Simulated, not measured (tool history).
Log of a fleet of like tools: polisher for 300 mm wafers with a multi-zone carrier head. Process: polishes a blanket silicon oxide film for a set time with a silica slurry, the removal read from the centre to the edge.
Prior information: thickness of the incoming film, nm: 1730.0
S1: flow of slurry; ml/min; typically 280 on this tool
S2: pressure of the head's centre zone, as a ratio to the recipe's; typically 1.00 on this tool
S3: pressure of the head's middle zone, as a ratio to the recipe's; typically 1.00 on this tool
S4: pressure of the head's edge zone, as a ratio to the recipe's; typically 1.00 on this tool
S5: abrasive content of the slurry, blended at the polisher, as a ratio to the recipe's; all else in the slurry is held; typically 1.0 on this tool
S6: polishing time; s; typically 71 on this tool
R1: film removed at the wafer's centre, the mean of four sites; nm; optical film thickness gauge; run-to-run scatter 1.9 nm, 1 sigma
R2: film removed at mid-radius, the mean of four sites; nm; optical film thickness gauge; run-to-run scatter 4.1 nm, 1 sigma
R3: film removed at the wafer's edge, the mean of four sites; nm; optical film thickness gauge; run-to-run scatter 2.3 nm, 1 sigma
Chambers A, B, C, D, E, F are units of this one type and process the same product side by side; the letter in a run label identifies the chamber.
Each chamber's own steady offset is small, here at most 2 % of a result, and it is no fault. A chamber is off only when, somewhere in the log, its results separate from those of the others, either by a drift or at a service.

| run | day | S1 | S2 | S3 | S4 | S5 | S6 | R1 | R2 | R3 |
|---|---|---|---|---|---|---|---|---|---|---|
|  | 0.071 | chamber E: worn pad replaced by a new one |
|  | 0.071 | chamber F: edge zone pressure recalibrated |
|  | 0.312 | chamber B: worn pad replaced by a new one |
| 1A | 0.342 | 280 | 1.00 | 1.00 | 1.00 | 1.0 | 71 | 277.30 | 268.88 | 275.47 |
| 2D | 0.750 | 280 | 1.00 | 1.00 | 1.00 | 1.0 | 71 | 271.15 | 272.68 | 275.36 |
| 3C | 0.967 | 280 | 1.00 | 1.00 | 1.00 | 1.0 | 71 | 269.66 | 276.21 | 276.87 |
| 4E | 1.171 | 280 | 1.00 | 1.00 | 1.00 | 1.0 | 71 | 271.55 | 269.83 | 271.37 |
| 5B | 1.488 | 280 | 1.00 | 1.00 | 1.00 | 1.0 | 71 | 270.74 | 283.55 | 276.98 |
| 6F | 1.783 | 280 | 1.00 | 1.00 | 1.00 | 1.0 | 71 | 275.76 | 274.79 | 273.90 |
|  | 1.946 | chamber F: worn pad replaced by a new one |
| 7A | 2.179 | 280 | 1.00 | 1.00 | 1.00 | 1.0 | 71 | 277.43 | 271.95 | 274.50 |
|  | 2.312 | chamber C: edge zone pressure recalibrated |
|  | 2.367 | chamber C: worn pad replaced by a new one |
| 8F | 2.467 | 280 | 1.00 | 1.00 | 1.00 | 1.0 | 71 | 278.04 | 273.96 | 275.94 |
| 9D | 2.729 | 280 | 1.00 | 1.00 | 1.00 | 1.0 | 71 | 271.80 | 281.48 | 275.70 |
| 10E | 2.988 | 280 | 1.00 | 1.00 | 1.00 | 1.0 | 71 | 271.80 | 266.93 | 273.06 |
|  | 3.138 | chamber E: worn pad replaced by a new one |
|  | 3.179 | chamber A: worn pad replaced by a new one |
| 11C | 3.321 | 280 | 1.00 | 1.00 | 1.00 | 0.9 | 71 | 254.99 | 254.43 | 257.44 |
| 12B | 3.650 | 280 | 1.00 | 1.00 | 1.00 | 0.9 | 71 | 261.49 | 262.28 | 257.48 |
| 13B | 3.846 | 280 | 1.00 | 1.00 | 1.00 | 0.9 | 71 | 258.47 | 260.76 | 257.18 |
| 14E | 4.046 | 280 | 1.00 | 1.00 | 1.00 | 0.9 | 71 | 257.27 | 262.98 | 260.22 |
|  | 4.104 | chamber E: slurry nozzle cleaned |
| 15A | 4.408 | 280 | 1.00 | 1.00 | 1.00 | 0.9 | 71 | 264.94 | 260.76 | 257.10 |
| 16F | 4.683 | 280 | 1.00 | 1.00 | 1.00 | 0.9 | 71 | 261.82 | 264.51 | 259.35 |
|  | 4.771 | chamber B: worn pad replaced by a new one |
|  | 4.775 | chamber C: worn pad replaced by a new one |
| 17D | 5.067 | 280 | 1.00 | 1.00 | 1.00 | 1.0 | 71 | 268.74 | 274.06 | 274.21 |
|  | 5.308 | chamber A: slurry nozzle cleaned |
| 18C | 5.388 | 280 | 1.00 | 1.00 | 1.00 | 1.0 | 71 | 268.28 | 281.17 | 276.87 |
| 19B | 5.762 | 280 | 1.00 | 1.08 | 0.89 | 1.0 | 71 | 273.64 | 295.04 | 256.04 |
|  | 6.033 | chamber E: worn pad replaced by a new one |
| 20A | 6.179 | 280 | 1.00 | 1.08 | 0.89 | 1.0 | 71 | 277.50 | 287.04 | 260.53 |
| 21D | 6.538 | 280 | 1.00 | 1.08 | 0.89 | 1.0 | 71 | 264.29 | 294.41 | 249.93 |
|  | 6.579 | chamber F: worn pad replaced by a new one |
|  | 6.604 | chamber B: slurry nozzle cleaned |
| 22E | 6.746 | 280 | 1.00 | 1.08 | 0.89 | 1.0 | 71 | 274.28 | 285.85 | 259.00 |
|  | 6.858 | chamber C: worn pad replaced by a new one |
| 23C | 7.033 | 280 | 1.00 | 1.08 | 0.89 | 1.0 | 71 | 269.13 | 297.71 | 259.77 |
| 24F | 7.288 | 280 | 1.00 | 1.08 | 0.89 | 1.0 | 71 | 278.11 | 292.40 | 257.75 |
| 25F | 7.692 | 280 | 1.00 | 1.00 | 1.00 | 1.0 | 71 | 276.94 | 268.88 | 277.07 |
|  | 8.038 | chamber A: worn pad replaced by a new one |
| 26A | 8.096 | 280 | 1.00 | 1.00 | 1.00 | 1.0 | 71 | 275.20 | 268.31 | 269.50 |
| 27E | 8.454 | 280 | 1.00 | 1.00 | 1.00 | 1.0 | 71 | 272.76 | 270.18 | 273.46 |
|  | 8.792 | chamber E: worn pad replaced by a new one |
| 28D | 8.812 | 280 | 1.12 | 1.00 | 1.00 | 1.0 | 71 | 292.29 | 261.83 | 262.87 |
| 29C | 9.225 | 280 | 1.12 | 1.00 | 1.00 | 1.0 | 71 | 306.81 | 275.62 | 275.48 |
|  | 9.300 | chamber C: worn pad replaced by a new one |
|  | 9.383 | chamber B: worn pad replaced by a new one |
| 30B | 9.517 | 280 | 1.12 | 1.00 | 1.00 | 1.0 | 71 | 309.63 | 274.26 | 275.13 |
| 31E | 9.846 | 280 | 1.12 | 1.00 | 1.00 | 1.0 | 71 | 311.05 | 278.27 | 278.39 |
| 32A | 10.225 | 280 | 1.12 | 1.00 | 1.00 | 1.0 | 71 | 313.45 | 272.65 | 275.91 |
| 33D | 10.662 | 280 | 1.12 | 1.00 | 1.00 | 1.0 | 71 | 289.34 | 260.20 | 254.90 |
| 34B | 10.954 | 280 | 1.00 | 1.00 | 1.00 | 1.0 | 71 | 274.99 | 270.84 | 274.92 |
|  | 11.175 | chamber F: centre zone pressure recalibrated |
| 35C | 11.225 | 280 | 1.00 | 1.00 | 1.00 | 1.0 | 71 | 268.44 | 278.59 | 271.93 |
| 36F | 11.562 | 280 | 1.00 | 1.00 | 1.00 | 1.0 | 71 | 277.63 | 269.11 | 277.60 |
|  | 11.683 | chamber C: worn pad replaced by a new one |
| 37C | 11.783 | 230 | 1.00 | 1.00 | 1.00 | 1.0 | 61 | 228.01 | 232.42 | 234.78 |
| 38D | 12.129 | 230 | 1.00 | 1.00 | 1.00 | 1.0 | 61 | 207.67 | 213.38 | 211.62 |

The same settings go to every chamber for the next run, one line per chamber below. Forecast the results for each:
| 39A | 12.450 | 280 | 1.00 | 1.00 | 1.00 | 1.0 | 71 | ? | ? | ? |
| 39B | 12.450 | 280 | 1.00 | 1.00 | 1.00 | 1.0 | 71 | ? | ? | ? |
| 39C | 12.450 | 280 | 1.00 | 1.00 | 1.00 | 1.0 | 71 | ? | ? | ? |
| 39D | 12.450 | 280 | 1.00 | 1.00 | 1.00 | 1.0 | 71 | ? | ? | ? |
| 39E | 12.450 | 280 | 1.00 | 1.00 | 1.00 | 1.0 | 71 | ? | ? | ? |
| 39F | 12.450 | 280 | 1.00 | 1.00 | 1.00 | 1.0 | 71 | ? | ? | ? |

| run | R1 | R2 | R3 |
|---|---|---|---|
| 39A | 277.13 | 274.27 | 272.87 |
| 39B | 275.08 | 274.79 | 276.49 |
| 39C | 266.79 | 281.28 | 278.99 |
| 39D | 249.61 | 252.06 | 250.55 |
| 39E | 273.26 | 267.02 | 274.61 |
| 39F | 276.74 | 276.95 | 273.40 |
